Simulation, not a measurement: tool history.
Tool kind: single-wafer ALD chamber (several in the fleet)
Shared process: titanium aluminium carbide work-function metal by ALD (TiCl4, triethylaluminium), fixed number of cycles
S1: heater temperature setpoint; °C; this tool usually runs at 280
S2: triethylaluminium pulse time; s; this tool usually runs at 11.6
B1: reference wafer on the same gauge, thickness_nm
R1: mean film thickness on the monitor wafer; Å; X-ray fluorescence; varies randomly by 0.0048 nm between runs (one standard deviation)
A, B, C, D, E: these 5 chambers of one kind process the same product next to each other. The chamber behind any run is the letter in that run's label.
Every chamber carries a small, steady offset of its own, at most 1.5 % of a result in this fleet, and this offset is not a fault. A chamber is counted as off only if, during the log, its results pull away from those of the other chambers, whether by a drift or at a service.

Run 1E, hour 5.8: usual settings; B1 2.1489. Result: R1 18.769 Å.
Run 2A, hour 11.2: usual settings; B1 2.1501. Result: R1 18.641 Å.
Run 3B, hour 14.7: usual settings; B1 2.1493. Result: R1 18.558 Å.
Run 4D, hour 21: usual settings; B1 2.1504. Result: R1 18.597 Å.
At hour 25.6: chamber B: triethylaluminium bottle replaced.
Run 5C, hour 26.4: usual settings; B1 2.149. Result: R1 18.485 Å.
Run 6E, hour 31: usual settings but S1 266 °C, S2 14 s; B1 2.15. Result: R1 17.745 Å.
Run 7D, hour 35.9: usual settings but S1 266 °C, S2 14 s; B1 2.1507. Result: R1 17.529 Å.
Run 8C, hour 40.1: usual settings but S1 266 °C, S2 14 s; B1 2.1503. Result: R1 17.525 Å.
Run 9A, hour 46.1: usual settings but S1 266 °C, S2 14 s; B1 2.1507. Result: R1 17.592 Å.
Run 10B, hour 52.2: usual settings but S1 266 °C, S2 14 s; B1 2.149. Result: R1 17.589 Å.
Run 11D, hour 57.6: usual settings; B1 2.1507. Result: R1 18.492 Å.
Run 12C, hour 60.6: usual settings; B1 2.15. Result: R1 18.442 Å.
At hour 62.4: chamber E: triethylaluminium bottle replaced.
Run 13A, hour 66.2: usual settings; B1 2.15. Result: R1 18.64 Å.
Run 14B, hour 73: usual settings but S1 273 °C; B1 2.1501. Result: R1 17.903 Å.
Run 15E, hour 76.8: usual settings but S1 273 °C; B1 2.1501. Result: R1 18.143 Å.
Run 16B, hour 79.9: usual settings but S1 273 °C; B1 2.1494. Result: R1 17.976 Å.
Run 17C, hour 84.6: usual settings but S1 273 °C; B1 2.1505. Result: R1 17.841 Å.
Run 18A, hour 88.4: usual settings but S1 273 °C; B1 2.1483. Result: R1 18.036 Å.
Run 19D, hour 92.7: usual settings; B1 2.1498. Result: R1 18.581 Å.
Run 20E, hour 98.1: usual settings; B1 2.1515. Result: R1 18.651 Å.
Run 21A, hour 102.3: usual settings but S2 8.81 s; B1 2.1498. Result: R1 17.935 Å.
Run 22B, hour 107.8: usual settings but S2 8.81 s; B1 2.1501. Result: R1 18.032 Å.
Run 23D, hour 112.7: usual settings but S2 8.81 s; B1 2.1493. Result: R1 17.902 Å.
Run 24C, hour 118.4: usual settings but S2 8.81 s; B1 2.1494. Result: R1 17.911 Å.
Run 25E, hour 122.7: usual settings but S2 8.81 s; B1 2.1506. Result: R1 18.173 Å.
Run 26D, hour 127.3: usual settings; B1 2.1482. Result: R1 18.495 Å.
Run 27A, hour 133.9: usual settings; B1 2.1503. Result: R1 18.635 Å.
At hour 136.6: chamber D: thermocouple changed; heater temperature recalibrated.
Run 28C, hour 139.1: usual settings but S1 290 °C, S2 8.7 s; B1 2.1494. Result: R1 18.824 Å.
Run 29E, hour 144.1: usual settings but S1 290 °C, S2 8.7 s; B1 2.148. Result: R1 19.016 Å.
Run 30B, hour 150.1: usual settings but S1 290 °C, S2 8.7 s; B1 2.1504. Result: R1 18.829 Å.
Run 31A, hour 154.3: usual settings but S1 290 °C, S2 8.7 s; B1 2.1515. Result: R1 18.827 Å.
Run 32E, hour 160.9: usual settings but S1 290 °C, S2 8.7 s; B1 2.151. Result: R1 19.006 Å.
Run 33C, hour 167.6: usual settings; B1 2.1488. Result: R1 18.594 Å.
Run 34B, hour 173.1: usual settings; B1 2.1501. Result: R1 18.532 Å.
Run 35D, hour 177.5: usual settings; B1 2.1484. Result: R1 18.669 Å.

Predict what each chamber gives when all 5 of them run the settings below next.
Run 36A, hour 182.4: usual settings but S1 285 °C. Result: R1 ?.
Run 36B, hour 182.4: usual settings but S1 285 °C. Result: R1 ?.
Run 36C, hour 182.4: usual settings but S1 285 °C. Result: R1 ?.
Run 36D, hour 182.4: usual settings but S1 285 °C. Result: R1 ?.
Run 36E, hour 182.4: usual settings but S1 285 °C. Result: R1 ?.

run      R1
36A  19.063
36B  19.058
36C  18.992
36D  19.053
36E  19.113
